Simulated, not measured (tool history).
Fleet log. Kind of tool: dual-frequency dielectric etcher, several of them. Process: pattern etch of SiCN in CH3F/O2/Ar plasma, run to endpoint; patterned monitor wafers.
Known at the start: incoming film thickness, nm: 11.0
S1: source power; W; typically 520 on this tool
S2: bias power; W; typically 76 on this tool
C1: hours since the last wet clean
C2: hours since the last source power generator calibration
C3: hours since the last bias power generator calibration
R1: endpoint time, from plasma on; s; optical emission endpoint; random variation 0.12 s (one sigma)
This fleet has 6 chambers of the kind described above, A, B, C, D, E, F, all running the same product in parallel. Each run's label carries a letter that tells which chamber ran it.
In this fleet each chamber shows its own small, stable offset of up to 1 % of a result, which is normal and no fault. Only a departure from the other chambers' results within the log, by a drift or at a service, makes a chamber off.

run     day   S1  S2     C1      C2      C3      R1
 1E   0.388  520  76  433.5    61.9  1428.3  25.964
 2B   0.688  520  76  235.1  2024.0  1000.8  26.264
 3F   0.900  520  76  132.5  2055.2  2063.1  25.814
 4D   1.296  520  76  378.0  2942.4  3029.2  25.621
      1.512  -- chamber F: source power generator calibrated
      1.583  -- chamber D: source power generator calibrated
 5A   1.721  520  76  494.6  1225.8   248.5  25.966
 6C   2.112  520  76  339.3   286.9  1406.6  26.091
      2.150  -- chamber E: wet clean of the chamber
 7D   2.396  400  66  404.4    19.6  3055.6  29.926
 8A   2.825  400  66  521.1  1252.3   275.0  30.461
      3.192  -- chamber A: wet clean of the chamber
 9B   3.212  400  66  295.7  2084.6  1061.4  30.236
10E   3.562  400  66   34.0   138.1  1504.5  30.057
11C   3.792  400  66  379.6   327.2  1446.9  30.109
      3.996  -- chamber D: bias power generator calibrated
12F   4.162  400  66  210.8    63.7  2141.4  29.979
13C   4.400  520  76  394.2   341.8  1461.5  25.849
14E   4.633  520  76   59.7   163.8  1530.2  26.049
15B   4.850  520  76  335.0  2123.9  1100.7  26.202
16D   5.171  520  76  471.0    86.2    28.2  25.886
17A   5.404  520  76   53.1  1314.2   336.9  25.922
18F   5.658  520  76  246.7    99.6  2177.3  26.050
19C   6.033  520  76  433.4   381.0  1500.7  25.972
      6.296  -- chamber D: wet clean of the chamber
20E   6.383  520  76  101.7   205.8  1572.2  26.248
21F   6.642  520  76  270.3   123.2  2200.9  25.704
22A   6.925  520  76   89.6  1350.7   373.4  26.014
23B   7.212  610  63  391.7  2180.6  1157.4  26.184
24D   7.554  610  63   30.2   143.4    85.4  25.905
25A   7.788  610  63  110.3  1371.4   394.1  26.385
26B   8.233  610  63  416.2  2205.1  1181.9  26.142
27F   8.617  610  63  317.7   170.6  2248.3  26.045
28D   8.850  610  63   61.3   174.5   116.5  25.837
      8.929  -- chamber F: bias power generator calibrated
29C   9.292  520  76  511.6   459.2  1578.9  25.879
30E   9.725  520  76  181.9   286.0  1652.4  26.257
31D   9.954  520  76   87.8   201.0   143.0  25.604
     10.167  -- chamber B: source power generator calibrated
32B  10.338  580  76  466.7     4.1  1232.4  24.895
     10.442  -- chamber B: wet clean of the chamber
33A  10.775  580  76  182.0  1443.1   465.8  24.989
34E  11.012  580  76  212.8   316.9  1683.3  25.018
35C  11.333  580  76  560.6   508.2  1627.9  24.993
36F  11.712  580  76  392.0   244.9    66.8  24.973
37B  12.079  580  76   39.4    45.9  1274.2  25.031
38A  12.475  520  76  222.8  1483.9   506.6  26.185
39F  12.700  520  76  415.7   268.6    90.5  25.996

The same settings go to every chamber for the next run, one line per chamber below. Forecast the results for each:
40A  13.021  390  76               ?
40B  13.021  390  76               ?
40C  13.021  390  76               ?
40D  13.021  390  76               ?
40E  13.021  390  76               ?
40F  13.021  390  76               ?

run      R1
40A  28.983
40B  29.184
40C  29.095
40D  28.907
40E  28.998
40F  28.902
